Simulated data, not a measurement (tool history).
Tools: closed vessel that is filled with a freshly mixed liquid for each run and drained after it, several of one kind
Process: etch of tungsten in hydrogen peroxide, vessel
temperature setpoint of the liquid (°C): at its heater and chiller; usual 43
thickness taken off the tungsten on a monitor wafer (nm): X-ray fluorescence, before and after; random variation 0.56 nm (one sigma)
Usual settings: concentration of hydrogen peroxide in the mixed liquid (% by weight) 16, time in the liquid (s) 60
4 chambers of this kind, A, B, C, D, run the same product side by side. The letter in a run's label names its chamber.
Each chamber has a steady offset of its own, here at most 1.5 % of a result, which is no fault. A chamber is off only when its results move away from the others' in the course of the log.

run   hour  temperature setpoint of the liquid (°C)  concentration of hydrogen peroxide in the mixed liquid (% by weight)  time in the liquid (s)  read-back film thickness of the tungsten reference wafer, read on the same gauge (nm)  thickness taken off the tungsten on a monitor wafer (nm)
 1D   10.6                                       43                                                                    16                      60                                                                                 139.99                                                    60.146
 2A   24.3                                       43                                                                    16                      60                                                                                 140.01                                                    58.689
      26.2  -- chamber B: new drum of peroxide connected
      30.6  -- chamber A: new drum of peroxide connected
 3C   31.8                                       43                                                                    16                      60                                                                                    140                                                    58.862
 4B     42                                       43                                                                    16                      60                                                                                 139.99                                                    59.906
 5C   48.8                                       43                                                                    16                      60                                                                                    140                                                    59.679
 6A   55.3                                       43                                                                    16                      60                                                                                 139.99                                                    59.014
 7B   66.1                                       43                                                                    16                      60                                                                                    140                                                    60.171
 8D   79.9                                       43                                                                    16                      60                                                                                    140                                                    60.913
 9A   94.5                                       43                                                                    16                      60                                                                                 139.99                                                      59.2
10D  107.4                                       43                                                                    16                      60                                                                                    140                                                    58.317
11C  116.3                                       43                                                                    16                      90                                                                                    140                                                    90.184
12B    127                                       43                                                                    16                      90                                                                                    140                                                    89.487
     128.8  -- chamber D: new drum of peroxide connected
13C  134.2                                       43                                                                    16                      90                                                                                 139.99                                                    90.191
14B    144                                       43                                                                    16                      90                                                                                 139.99                                                    90.163
15A  150.9                                       43                                                                    16                      60                                                                                    140                                                    58.176
16D  162.5                                       43                                                                    16                      60                                                                                 140.01                                                    57.992
17C  175.4                                       43                                                                    16                      60                                                                                    140                                                    59.968
18B  183.5                                       43                                                                    16                      60                                                                                 139.99                                                    59.838
19A  194.4                                       43                                                                    16                      60                                                                                 139.98                                                     58.12
20D  204.7                                       43                                                                    16                      60                                                                                    140                                                    57.937
21C  212.6                                       43                                                                    16                      60                                                                                 140.01                                                    59.949
22A  223.5                                       43                                                                    16                      60                                                                                 140.02                                                    58.672
23B  233.8                                       43                                                                    16                      60                                                                                    140                                                    59.402
24D  245.1                                     46.5                                                                    16                      85                                                                                 139.98                                                    100.43
25A  259.7                                     46.5                                                                    16                      85                                                                                 139.99                                                    103.82
26D  272.9                                     46.5                                                                    16                      85                                                                                 140.01                                                    97.407
27C  283.3                                     46.5                                                                    16                      85                                                                                    140                                                     104.9
     290.7  -- chamber C: thermometer replaced
28B  298.2                                       43                                                                    16                      60                                                                                    140                                                    59.781
29C  306.7                                       43                                                                    16                      60                                                                                 140.02                                                    59.423
30A  316.8                                       43                                                                    16                      60                                                                                 140.02                                                    59.072

All 4 chambers run these settings next. Forecast each chamber's results:
31A  327.5                                       43                                                                  19.5                      60                                                                                                                                                ?
31B  327.5                                       43                                                                  19.5                      60                                                                                                                                                ?
31C  327.5                                       43                                                                  19.5                      60                                                                                                                                                ?
31D  327.5                                       43                                                                  19.5                      60                                                                                                                                                ?

run  thickness taken off the tungsten on a monitor wafer (nm)
31A                                                    64.888
31B                                                    65.614
31C                                                    66.013
31D                                                     60.52
